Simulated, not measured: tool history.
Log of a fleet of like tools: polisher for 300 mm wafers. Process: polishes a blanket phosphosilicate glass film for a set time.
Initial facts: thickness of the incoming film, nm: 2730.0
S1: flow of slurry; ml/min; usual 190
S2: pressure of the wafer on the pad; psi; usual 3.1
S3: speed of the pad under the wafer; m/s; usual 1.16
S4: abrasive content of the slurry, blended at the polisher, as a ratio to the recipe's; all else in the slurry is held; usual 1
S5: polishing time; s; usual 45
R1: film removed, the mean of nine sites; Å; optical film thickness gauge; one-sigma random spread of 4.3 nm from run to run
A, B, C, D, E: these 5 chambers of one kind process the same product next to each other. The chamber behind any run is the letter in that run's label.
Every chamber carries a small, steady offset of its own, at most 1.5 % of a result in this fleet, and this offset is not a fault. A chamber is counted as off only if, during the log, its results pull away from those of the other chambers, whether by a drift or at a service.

| run | day | S1 | S2 | S3 | S4 | S5 | R1 |
|---|---|---|---|---|---|---|---|
| 1E | 0.112 | 190 | 3.1 | 1.16 | 1 | 45 | 4727.7 |
| 2D | 0.292 | 190 | 3.1 | 1.16 | 1 | 45 | 4738.4 |
| 3B | 0.404 | 190 | 3.1 | 1.16 | 1 | 45 | 4812.5 |
| 4A | 0.512 | 190 | 3.1 | 1.16 | 1 | 45 | 4645.3 |
| 5C | 0.692 | 190 | 3.1 | 1.16 | 1 | 45 | 4707.9 |
| 6B | 0.838 | 190 | 3.1 | 1.16 | 1 | 45 | 4731.8 |
| 7D | 0.983 | 190 | 3.1 | 1.16 | 0.8 | 45 | 4311.2 |
|  | 1.004 | chamber B: worn pad replaced by a new one |
|  | 1.071 | chamber E: worn pad replaced by a new one |
| 8A | 1.154 | 190 | 3.1 | 1.16 | 0.8 | 45 | 4190.6 |
| 9C | 1.288 | 190 | 3.1 | 1.16 | 0.8 | 45 | 4177.8 |
| 10E | 1.467 | 190 | 3.1 | 1.16 | 0.8 | 45 | 4320.7 |
|  | 1.492 | chamber D: worn pad replaced by a new one |
| 11C | 1.55 | 190 | 3.1 | 1.16 | 0.8 | 45 | 4179.5 |
| 12B | 1.671 | 190 | 3.1 | 1.16 | 1 | 45 | 4784.4 |
|  | 1.717 | chamber D: head pressure recalibrated |
| 13D | 1.838 | 190 | 3.1 | 1.16 | 1 | 45 | 5427.8 |
|  | 1.862 | chamber C: worn pad replaced by a new one |
|  | 1.879 | chamber B: slurry blender recalibrated |
| 14A | 1.958 | 190 | 3.1 | 1.16 | 1 | 45 | 4742 |
| 15E | 2.129 | 190 | 3.1 | 1.16 | 1 | 45 | 4784.6 |
| 16E | 2.308 | 190 | 3.1 | 1.16 | 1 | 45 | 4720.8 |
| 17A | 2.396 | 170 | 3.1 | 1.16 | 1.15 | 45 | 4919.3 |
| 18D | 2.554 | 170 | 3.1 | 1.16 | 1.15 | 45 | 5564.4 |
| 19C | 2.671 | 170 | 3.1 | 1.16 | 1.15 | 45 | 4901.4 |
| 20B | 2.812 | 170 | 3.1 | 1.16 | 1.15 | 45 | 5046.3 |
| 21E | 2.921 | 170 | 3.1 | 1.16 | 1.15 | 45 | 4952.6 |
| 22D | 3.012 | 190 | 3.1 | 1.16 | 1 | 45 | 5356.5 |
|  | 3.108 | chamber A: slurry nozzle cleaned |
| 23B | 3.125 | 190 | 3.1 | 1.16 | 1 | 45 | 4741.6 |
| 24C | 3.238 | 190 | 3.1 | 1.16 | 1 | 45 | 4715.4 |
| 25A | 3.379 | 190 | 3.1 | 1.16 | 1 | 45 | 4705.6 |
| 26B | 3.496 | 190 | 3.1 | 1.16 | 1 | 45 | 4814.9 |
|  | 3.554 | chamber E: worn pad replaced by a new one |
|  | 3.621 | chamber A: head pressure recalibrated |
| 27C | 3.658 | 190 | 3.1 | 1.16 | 1 | 45 | 4722.3 |
|  | 3.754 | chamber D: conditioning disc replaced and pad reconditioned |
| 28A | 3.812 | 190 | 3.1 | 1.16 | 1 | 45 | 4610.2 |
| 29E | 3.954 | 190 | 3.1 | 1.16 | 1 | 57 | 5925.8 |
|  | 4 | chamber E: slurry nozzle cleaned |
|  | 4.088 | chamber C: worn pad replaced by a new one |
| 30D | 4.108 | 190 | 3.1 | 1.16 | 1 | 57 | 6788.4 |
| 31D | 4.196 | 190 | 3.1 | 1.16 | 1 | 57 | 6721.3 |
|  | 4.258 | chamber B: worn pad replaced by a new one |
|  | 4.296 | chamber A: worn pad replaced by a new one |
| 32A | 4.3 | 190 | 3.1 | 1.16 | 1 | 57 | 5949.5 |
| 33B | 4.383 | 190 | 3.1 | 1.16 | 1 | 57 | 6031.2 |
| 34C | 4.529 | 190 | 3.1 | 1.16 | 1 | 45 | 4731.7 |
| 35E | 4.675 | 190 | 3.1 | 1.16 | 1 | 45 | 4844.5 |

Next, all 5 chambers run the settings below, one line each with question marks for the results. What does each chamber give?
| 36A | 4.804 | 190 | 3.1 | 1.16 | 1 | 45 | ? |
| 36B | 4.804 | 190 | 3.1 | 1.16 | 1 | 45 | ? |
| 36C | 4.804 | 190 | 3.1 | 1.16 | 1 | 45 | ? |
| 36D | 4.804 | 190 | 3.1 | 1.16 | 1 | 45 | ? |
| 36E | 4.804 | 190 | 3.1 | 1.16 | 1 | 45 | ? |

| run | R1 |
|---|---|
| 36A | 4743.9 |
| 36B | 4797.8 |
| 36C | 4722.2 |
| 36D | 5297.2 |
| 36E | 4738 |
